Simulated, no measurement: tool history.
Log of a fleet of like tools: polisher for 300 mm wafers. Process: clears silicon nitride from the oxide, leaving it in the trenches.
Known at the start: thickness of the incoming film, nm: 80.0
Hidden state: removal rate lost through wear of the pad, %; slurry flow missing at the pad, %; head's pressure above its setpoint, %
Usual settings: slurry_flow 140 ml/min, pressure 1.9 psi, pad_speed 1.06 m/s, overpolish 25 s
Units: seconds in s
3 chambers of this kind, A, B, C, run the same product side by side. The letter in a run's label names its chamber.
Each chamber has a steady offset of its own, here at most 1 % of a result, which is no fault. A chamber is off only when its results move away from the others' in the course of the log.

run	hour	slurry_flow	pressure	pad_speed	overpolish	wafers polished on this pad	hours since the slurry nozzle was cleaned	hours since the head pressure was calibrated	seconds
1C	5.9	140	1.9	1.06	25	461	222.1	139.7	134.45
# hour 10.8: chamber A: worn pad replaced by a new one
2A	12.3	140	1.9	1.06	25	16	342.7	13	136.47
3B	20.3	140	1.9	1.06	25	646	98.1	276.3	132.24
4C	30.6	140	1.9	1.06	25	733	246.8	164.4	134.85
5B	38.4	140	1.9	1.06	25	845	116.2	294.4	132.71
# hour 49: chamber B: worn pad replaced by a new one
6A	49.9	140	1.9	1.06	25	430	380.3	50.6	127.26
# hour 56.9: chamber C: worn pad replaced by a new one
7A	63.2	140	1.9	1.06	25	576	393.6	63.9	130.25
# hour 72.8: chamber A: worn pad replaced by a new one
8C	75.5	140	1.9	1.06	25	205	291.7	209.3	134.77
9B	85.5	140	1.9	1.06	25	401	163.3	341.5	134.12
10A	98.7	100	1.9	1.06	25	285	429.1	99.4	138.31
11C	110.7	100	1.9	1.06	25	592	326.9	244.5	149.98
12B	121.1	100	1.9	1.06	25	792	198.9	377.1	145.27
13B	129.6	140	1.9	1.06	25	886	207.4	385.6	131.66
# hour 133.4: chamber A: worn pad replaced by a new one
14A	142.1	140	1.9	1.06	25	96	472.5	142.8	129.51
# hour 145.7: chamber B: worn pad replaced by a new one
15C	151.4	140	1.9	1.06	25	1039	367.6	285.2	131.15
16C	161.7	140	1.9	1.06	25	1152	377.9	295.5	134.74
# hour 167.8: chamber C: worn pad replaced by a new one
17A	175.2	140	1.9	1.06	25	460	505.6	175.9	131.4
18B	188	120	1.9	1.06	25	465	265.8	444	132.49
19B	195	120	1.9	1.06	25	542	272.8	451	134
20C	207.1	120	1.9	1.06	25	432	423.3	340.9	131.14
# hour 211.5: chamber A: worn pad replaced by a new one
21A	218.2	140	1.9	1.06	25	74	548.6	218.9	133.49
22C	230	140	1.9	1.06	25	684	446.2	363.8	135.86
# hour 236.5: chamber B: worn pad replaced by a new one
23A	242.2	140	1.9	1.06	25	338	572.6	242.9	138.77
24B	251.7	140	1.9	1.06	37	167	329.5	507.7	133.4
25B	262.1	140	1.9	1.06	37	281	339.9	518.1	129.46
# hour 262.5: chamber C: worn pad replaced by a new one
26C	270.7	140	1.9	1.06	37	90	486.9	404.5	133.98
27A	278.2	140	1.9	1.06	25	733	608.6	278.9	130.65
# hour 288.3: chamber A: worn pad replaced by a new one
28B	290.5	140	1.9	1.06	25	593	368.3	546.5	131.64
29C	303.4	140	1.9	1.06	25	449	519.6	437.2	135.37
30A	314	140	1.9	1.06	25	282	644.4	314.7	133.1
# hour 315.9: chamber B: worn pad replaced by a new one
31C	324	140	1.9	1.06	25	676	540.2	457.8	133.5
32B	332.7	140	1.9	1.06	25	184	410.5	588.7	136.04
33A	342.7	140	1.9	1.06	25	598	673.1	343.4	132.57

All 3 chambers run these settings next. Forecast each chamber's results:
34A	352.4	140	1.9	1.06	25				?
34B	352.4	140	1.9	1.06	25				?
34C	352.4	140	1.9	1.06	25				?

run	seconds
34A	133.65
34B	135.82
34C	138.8
